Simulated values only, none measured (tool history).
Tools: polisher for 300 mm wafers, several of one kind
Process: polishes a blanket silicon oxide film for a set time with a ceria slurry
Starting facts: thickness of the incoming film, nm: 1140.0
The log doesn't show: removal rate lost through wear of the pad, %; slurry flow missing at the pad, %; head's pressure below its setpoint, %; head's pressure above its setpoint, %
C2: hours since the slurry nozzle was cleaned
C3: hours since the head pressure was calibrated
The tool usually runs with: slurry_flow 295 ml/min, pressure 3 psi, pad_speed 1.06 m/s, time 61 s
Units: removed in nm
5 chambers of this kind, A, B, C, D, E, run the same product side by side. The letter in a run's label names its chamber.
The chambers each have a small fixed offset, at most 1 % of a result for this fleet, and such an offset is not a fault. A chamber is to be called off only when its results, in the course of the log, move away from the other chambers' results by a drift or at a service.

{"run": "1A", "hour": 11.1, "slurry_flow": 295, "pressure": 3, "pad_speed": 1.06, "time": 61, "wafers polished on this pad": 263, "C2": 415.9, "C3": 478.5, "removed": 319.59}
{"hour": 18.8, "done": "chamber C: worn pad replaced by a new one"}
{"run": "2C", "hour": 23.3, "slurry_flow": 295, "pressure": 3, "pad_speed": 1.06, "time": 61, "wafers polished on this pad": 56, "C2": 406.5, "C3": 435.2, "removed": 325.8}
{"hour": 23.7, "done": "chamber D: worn pad replaced by a new one"}
{"run": "3B", "hour": 32.2, "slurry_flow": 295, "pressure": 3, "pad_speed": 1.06, "time": 61, "wafers polished on this pad": 1009, "C2": 697.3, "C3": 624.3, "removed": 315.8}
{"run": "4D", "hour": 40.1, "slurry_flow": 295, "pressure": 3, "pad_speed": 1.06, "time": 61, "wafers polished on this pad": 208, "C2": 522.5, "C3": 108.1, "removed": 319.48}
{"run": "5E", "hour": 48.0, "slurry_flow": 295, "pressure": 3, "pad_speed": 1.06, "time": 61, "wafers polished on this pad": 609, "C2": 355.9, "C3": 249.8, "removed": 316.97}
{"hour": 53.7, "done": "chamber A: worn pad replaced by a new one"}
{"hour": 55.7, "done": "chamber B: worn pad replaced by a new one"}
{"run": "6C", "hour": 59.9, "slurry_flow": 365, "pressure": 3, "pad_speed": 1.06, "time": 61, "wafers polished on this pad": 518, "C2": 443.1, "C3": 471.8, "removed": 329.9}
{"hour": 70.4, "done": "chamber E: worn pad replaced by a new one"}
{"run": "7A", "hour": 71.5, "slurry_flow": 365, "pressure": 3, "pad_speed": 1.06, "time": 61, "wafers polished on this pad": 225, "C2": 476.3, "C3": 538.9, "removed": 324.54}
{"run": "8D", "hour": 82.9, "slurry_flow": 365, "pressure": 3, "pad_speed": 1.06, "time": 61, "wafers polished on this pad": 747, "C2": 565.3, "C3": 150.9, "removed": 336.53}
{"run": "9E", "hour": 95.4, "slurry_flow": 365, "pressure": 3, "pad_speed": 1.06, "time": 61, "wafers polished on this pad": 315, "C2": 403.3, "C3": 297.2, "removed": 329.77}
{"hour": 99.9, "done": "chamber D: worn pad replaced by a new one"}
{"hour": 100.8, "done": "chamber C: worn pad replaced by a new one"}
{"run": "10B", "hour": 108.8, "slurry_flow": 365, "pressure": 3, "pad_speed": 1.06, "time": 61, "wafers polished on this pad": 670, "C2": 773.9, "C3": 700.9, "removed": 322.22}
{"hour": 112.9, "done": "chamber A: worn pad replaced by a new one"}
{"run": "11B", "hour": 122.7, "slurry_flow": 295, "pressure": 3, "pad_speed": 1.06, "time": 61, "wafers polished on this pad": 845, "C2": 787.8, "C3": 714.8, "removed": 318.5}
{"run": "12E", "hour": 132.6, "slurry_flow": 295, "pressure": 3, "pad_speed": 1.06, "time": 61, "wafers polished on this pad": 784, "C2": 440.5, "C3": 334.4, "removed": 317.54}
{"hour": 133.6, "done": "chamber E: worn pad replaced by a new one"}
{"hour": 137.3, "done": "chamber C: slurry nozzle cleaned"}
{"run": "13C", "hour": 141.8, "slurry_flow": 295, "pressure": 3, "pad_speed": 1.06, "time": 61, "wafers polished on this pad": 517, "C2": 4.6, "C3": 553.7, "removed": 321.64}
{"run": "14A", "hour": 156.1, "slurry_flow": 295, "pressure": 3, "pad_speed": 1.06, "time": 61, "wafers polished on this pad": 545, "C2": 560.9, "C3": 623.5, "removed": 320.23}
{"hour": 156.9, "done": "chamber A: head pressure recalibrated"}
{"run": "15D", "hour": 163.6, "slurry_flow": 295, "pressure": 3, "pad_speed": 1.06, "time": 61, "wafers polished on this pad": 804, "C2": 646.0, "C3": 231.6, "removed": 322.47}
{"hour": 164.9, "done": "chamber B: worn pad replaced by a new one"}
{"run": "16E", "hour": 176.4, "slurry_flow": 295, "pressure": 3, "pad_speed": 1.06, "time": 61, "wafers polished on this pad": 540, "C2": 484.3, "C3": 378.2, "removed": 322.39}
{"hour": 180.5, "done": "chamber A: worn pad replaced by a new one"}
{"hour": 186.0, "done": "chamber C: worn pad replaced by a new one"}
{"hour": 186.2, "done": "chamber D: worn pad replaced by a new one"}
{"run": "17B", "hour": 189.6, "slurry_flow": 295, "pressure": 3, "pad_speed": 1.06, "time": 61, "wafers polished on this pad": 312, "C2": 854.7, "C3": 781.7, "removed": 316.22}
{"run": "18A", "hour": 197.9, "slurry_flow": 295, "pressure": 3, "pad_speed": 1.06, "time": 61, "wafers polished on this pad": 220, "C2": 602.7, "C3": 41.1, "removed": 282.92}
{"hour": 204.6, "done": "chamber E: worn pad replaced by a new one"}
{"hour": 204.7, "done": "chamber B: slurry nozzle cleaned"}
{"run": "19D", "hour": 210.4, "slurry_flow": 295, "pressure": 3, "pad_speed": 1.06, "time": 61, "wafers polished on this pad": 305, "C2": 692.8, "C3": 278.4, "removed": 327.35}
{"run": "20C", "hour": 219.3, "slurry_flow": 295, "pressure": 3, "pad_speed": 1.06, "time": 61, "wafers polished on this pad": 420, "C2": 82.1, "C3": 631.2, "removed": 322.82}
{"run": "21D", "hour": 231.0, "slurry_flow": 295, "pressure": 3, "pad_speed": 1.06, "time": 61, "wafers polished on this pad": 565, "C2": 713.4, "C3": 299.0, "removed": 317.36}
{"run": "22E", "hour": 239.1, "slurry_flow": 295, "pressure": 3, "pad_speed": 1.06, "time": 61, "wafers polished on this pad": 435, "C2": 547.0, "C3": 440.9, "removed": 319.33}
{"run": "23B", "hour": 249.8, "slurry_flow": 295, "pressure": 3, "pad_speed": 1.06, "time": 61, "wafers polished on this pad": 1071, "C2": 45.1, "C3": 841.9, "removed": 317.53}
{"hour": 253.2, "done": "chamber A: worn pad replaced by a new one"}
{"hour": 254.9, "done": "chamber C: worn pad replaced by a new one"}
{"hour": 260.0, "done": "chamber D: worn pad replaced by a new one"}
{"run": "24A", "hour": 262.5, "slurry_flow": 295, "pressure": 3, "pad_speed": 1.06, "time": 61, "wafers polished on this pad": 117, "C2": 667.3, "C3": 105.7, "removed": 290.46}
{"hour": 264.0, "done": "chamber E: worn pad replaced by a new one"}
{"hour": 268.9, "done": "chamber B: worn pad replaced by a new one"}
{"run": "25C", "hour": 270.1, "slurry_flow": 295, "pressure": 3, "pad_speed": 1.06, "time": 61, "wafers polished on this pad": 191, "C2": 132.9, "C3": 682.0, "removed": 321.13}
{"run": "26C", "hour": 280.9, "slurry_flow": 295, "pressure": 3, "pad_speed": 1.06, "time": 61, "wafers polished on this pad": 327, "C2": 143.7, "C3": 692.8, "removed": 323.03}
{"hour": 285.8, "done": "chamber E: slurry nozzle cleaned"}
{"run": "27A", "hour": 295.2, "slurry_flow": 295, "pressure": 3, "pad_speed": 1.06, "time": 61, "wafers polished on this pad": 529, "C2": 700.0, "C3": 138.4, "removed": 285.64}
{"run": "28B", "hour": 307.3, "slurry_flow": 295, "pressure": 3, "pad_speed": 1.06, "time": 61, "wafers polished on this pad": 485, "C2": 102.6, "C3": 899.4, "removed": 320.2}
{"run": "29E", "hour": 321.4, "slurry_flow": 295, "pressure": 3, "pad_speed": 1.06, "time": 61, "wafers polished on this pad": 724, "C2": 35.7, "C3": 523.2, "removed": 319.48}
{"run": "30D", "hour": 329.8, "slurry_flow": 295, "pressure": 3, "pad_speed": 1.06, "time": 61, "wafers polished on this pad": 880, "C2": 812.2, "C3": 397.8, "removed": 322.97}
{"run": "31B", "hour": 337.5, "slurry_flow": 295, "pressure": 3, "pad_speed": 1.06, "time": 61, "wafers polished on this pad": 865, "C2": 132.8, "C3": 929.6, "removed": 317.26}
{"hour": 339.4, "done": "chamber E: worn pad replaced by a new one"}
{"run": "32E", "hour": 343.7, "slurry_flow": 295, "pressure": 3, "pad_speed": 1.06, "time": 61, "wafers polished on this pad": 54, "C2": 58.0, "C3": 545.5, "removed": 323.81}

Decide between three cases: one chamber stands off from its peers, the gauge reading all wafers drifts, or nothing is wrong past each chamber's small offset. Where a chamber is off, say which and what most likely put it there.

The work done on chamber A during a service left it standing apart from the others.
Cause: head's pressure below its setpoint, % = 10.4.

Which of the 4 candidates below, each the usual settings with something changed and its results left as question marks, puts chamber A back in line with what the other chambers give on the usual settings?
In line means no further than this from the other chambers' mean on the usual settings: removed 11.00 nm
{"run": "33A-1", "hour": 354.1, "slurry_flow": 295, "pressure": 3.1, "pad_speed": 1.08, "time": 61, "removed": "?"}
{"run": "33A-2", "hour": 354.1, "slurry_flow": 295, "pressure": 2.9, "pad_speed": 1.02, "time": 59, "removed": "?"}
{"run": "33A-3", "hour": 354.1, "slurry_flow": 295, "pressure": 3.1, "pad_speed": 1.1, "time": 63, "removed": "?"}
{"run": "33A-4", "hour": 354.1, "slurry_flow": 295, "pressure": 3.0, "pad_speed": 1.04, "time": 60, "removed": "?"}

Average result of the remaining chambers running the usual settings: removed 319.79 nm
run=33A-1 removed=303.30
run=33A-2 removed=259.20
run=33A-3 removed=319.04
run=33A-4 removed=278.02
It is 33A-3 that realigns the chamber with its peers.

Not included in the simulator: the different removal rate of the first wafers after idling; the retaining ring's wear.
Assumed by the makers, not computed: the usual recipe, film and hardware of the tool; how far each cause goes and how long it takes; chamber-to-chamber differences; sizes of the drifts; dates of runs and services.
